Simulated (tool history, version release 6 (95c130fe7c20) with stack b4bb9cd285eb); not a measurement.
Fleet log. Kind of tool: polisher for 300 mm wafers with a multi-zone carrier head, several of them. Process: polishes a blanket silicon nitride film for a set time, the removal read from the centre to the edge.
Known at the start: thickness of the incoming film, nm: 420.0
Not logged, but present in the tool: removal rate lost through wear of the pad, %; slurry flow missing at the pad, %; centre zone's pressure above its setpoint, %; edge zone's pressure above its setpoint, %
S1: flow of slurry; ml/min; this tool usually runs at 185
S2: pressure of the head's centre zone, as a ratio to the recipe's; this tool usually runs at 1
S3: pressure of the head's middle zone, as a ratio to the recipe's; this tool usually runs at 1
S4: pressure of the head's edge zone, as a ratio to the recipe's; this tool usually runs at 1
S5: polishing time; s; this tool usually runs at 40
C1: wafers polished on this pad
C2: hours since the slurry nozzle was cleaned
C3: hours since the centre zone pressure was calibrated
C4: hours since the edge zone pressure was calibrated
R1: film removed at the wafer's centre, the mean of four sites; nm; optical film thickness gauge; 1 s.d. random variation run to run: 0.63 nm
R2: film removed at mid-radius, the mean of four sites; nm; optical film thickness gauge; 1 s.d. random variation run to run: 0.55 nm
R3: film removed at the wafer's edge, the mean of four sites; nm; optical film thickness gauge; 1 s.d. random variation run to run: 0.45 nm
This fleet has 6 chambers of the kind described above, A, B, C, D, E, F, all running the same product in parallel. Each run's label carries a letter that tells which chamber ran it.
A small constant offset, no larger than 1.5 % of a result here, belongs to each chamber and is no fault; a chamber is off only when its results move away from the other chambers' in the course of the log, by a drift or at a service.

run	day	S1	S2	S3	S4	S5	C1	C2	C3	C4	R1	R2	R3
1E	0.329	185	1	1	1	40	629	204.6	400.9	213.3	48.424	50.267	48.71
2B	0.717	185	1	1	1	40	551	291	172.4	111.6	48.09	48.62	49.716
# day 0.946: chamber D: worn pad replaced by a new one
# day 1.071: chamber A: worn pad replaced by a new one
3F	1.129	185	1	1	1	40	1127	307.5	120	281.4	48.919	48.715	48.728
# day 1.367: chamber F: worn pad replaced by a new one
4A	1.562	185	1	1	1	40	200	146.8	76.2	811.3	50.264	49.391	49.073
# day 1.629: chamber E: worn pad replaced by a new one
# day 1.671: chamber E: slurry nozzle cleaned
# day 1.871: chamber B: worn pad replaced by a new one
5D	1.958	185	1	1	1	40	413	444.9	244.5	956.6	49.287	49.85	49.255
# day 2.05: chamber D: slurry nozzle cleaned
# day 2.071: chamber C: worn pad replaced by a new one
6C	2.358	185	1	1	1	40	117	172.2	1141	1062.8	48.937	49.483	49.105
7C	2.562	185	1	1	1	40	200	177.1	1145.9	1067.7	49.36	49.407	49.438
8A	2.904	185	1	1	1	40	746	179	108.4	843.5	49.983	48.852	48.059
9E	3.175	185	1	1	1	40	629	36.2	469.2	281.6	48.242	49.826	49.328
10F	3.479	185	1	1	1	40	859	363.9	176.4	337.8	48.738	49.081	48.901
# day 3.696: chamber D: worn pad replaced by a new one
# day 3.754: chamber A: worn pad replaced by a new one
11D	3.875	185	1	1	1	40	73	43.8	290.5	1002.6	49.716	49.935	48.249
12B	4.212	185	1	1	1	40	952	374.9	256.3	195.5	50.162	48.747	48.882
# day 4.321: chamber C: worn pad replaced by a new one
# day 4.462: chamber E: worn pad replaced by a new one
13D	4.633	185	1	1	1	40	382	62	308.7	1020.8	49.86	49.078	48.954
# day 4.646: chamber B: worn pad replaced by a new one
# day 4.658: chamber A: slurry nozzle cleaned
# day 4.796: chamber F: worn pad replaced by a new one
14B	5.029	185	1	1	1	40	157	394.5	275.9	215.1	49.82	49.303	49.816
15C	5.45	185	1	1	1	40	459	246.4	1215.2	1137	48.651	49.096	49.702
16F	5.808	185	1	1	1	40	412	419.8	232.3	393.7	50.099	48.931	49.597
# day 5.946: chamber D: worn pad replaced by a new one
# day 5.958: chamber A: worn pad replaced by a new one
17E	6.138	185	1	1	1	40	681	107.3	540.3	352.7	48.034	50.08	49.462
18A	6.492	185	1	1	1	40	217	44.1	194.5	929.6	49.745	49.039	48.709
19E	6.871	185	1	1	1	40	979	124.9	557.9	370.3	48.718	49.763	49.274
# day 7.088: chamber E: worn pad replaced by a new one
# day 7.117: chamber A: edge zone pressure recalibrated
# day 7.162: chamber C: worn pad replaced by a new one
20C	7.275	185	1	1	1	40	46	290.2	1259	1180.8	48.223	49.542	49.579
21B	7.496	185	1	1	1	40	1160	453.7	335.1	274.3	48.993	48.693	49.015
# day 7.567: chamber B: worn pad replaced by a new one
22A	7.892	185	1	1	1	40	786	77.7	228.1	18.6	49.024	49.414	48.793
# day 7.962: chamber F: worn pad replaced by a new one
23F	8.146	185	1	1	1	40	75	475.9	288.4	449.8	49.987	49.068	48.935
# day 8.238: chamber D: worn pad replaced by a new one
24D	8.425	245	1	1	1	29	77	153	399.7	1111.8	37.136	36.871	36.794
25A	8.667	245	1	1	1	29	1102	96.3	246.7	37.2	36.528	36.523	36.181
# day 8.854: chamber C: edge zone pressure recalibrated
# day 8.867: chamber A: worn pad replaced by a new one
26E	9.092	245	1	1	1	29	816	178.2	611.2	423.6	37.483	38.192	36.401
27B	9.496	245	1	1	1	29	785	501.7	383.1	322.3	37.207	37.071	36.944
# day 9.842: chamber C: worn pad replaced by a new one
# day 9.842: chamber E: worn pad replaced by a new one
28D	9.929	245	1	1	1	29	689	189.1	435.8	1147.9	37.444	37.436	37.146
# day 10.079: chamber B: worn pad replaced by a new one
29F	10.175	245	1	1	1	29	900	524.6	337.1	498.5	37.127	37.218	36.636
# day 10.333: chamber F: slurry nozzle cleaned
30C	10.388	185	1	1	1	40	222	364.9	1333.7	36.8	48.67	49.036	49.498
# day 10.679: chamber D: worn pad replaced by a new one
31A	10.758	185	1	1	1	40	770	146.5	296.9	87.4	48.703	49.106	49.074
32D	11.054	185	1	1	1	40	154	216.1	462.8	1174.9	49.638	50.512	49.072
33B	11.267	185	1	1	1	40	483	544.2	425.6	364.8	48.246	48.93	48.912
# day 11.554: chamber F: worn pad replaced by a new one
34F	11.679	185	1	1.05	1	40	52	32.4	373.2	534.6	48.932	50.823	49.246
# day 11.796: chamber E: slurry nozzle cleaned
35C	11.971	185	1	1.05	1	40	866	402.9	1371.7	74.8	49.155	51.659	49.497
# day 12.1: chamber E: worn pad replaced by a new one
36E	12.242	185	1	1.05	1	40	58	10.8	686.8	499.2	48.372	50.999	48.927
37E	12.671	185	1	1.05	1	40	233	21.1	697.1	509.5	47.959	52.435	49.76
# day 12.7: chamber B: worn pad replaced by a new one
38B	12.9	185	1	1.05	1	40	82	583.4	464.8	404	49.345	50.629	48.805

Is one chamber out of step, is the gauge drifting, or do the chambers differ by no more than their own small offsets? For an off chamber, give its letter and the likeliest cause.

No chamber is off and the gauge is stable; the differences are just each chamber's small, constant offset.
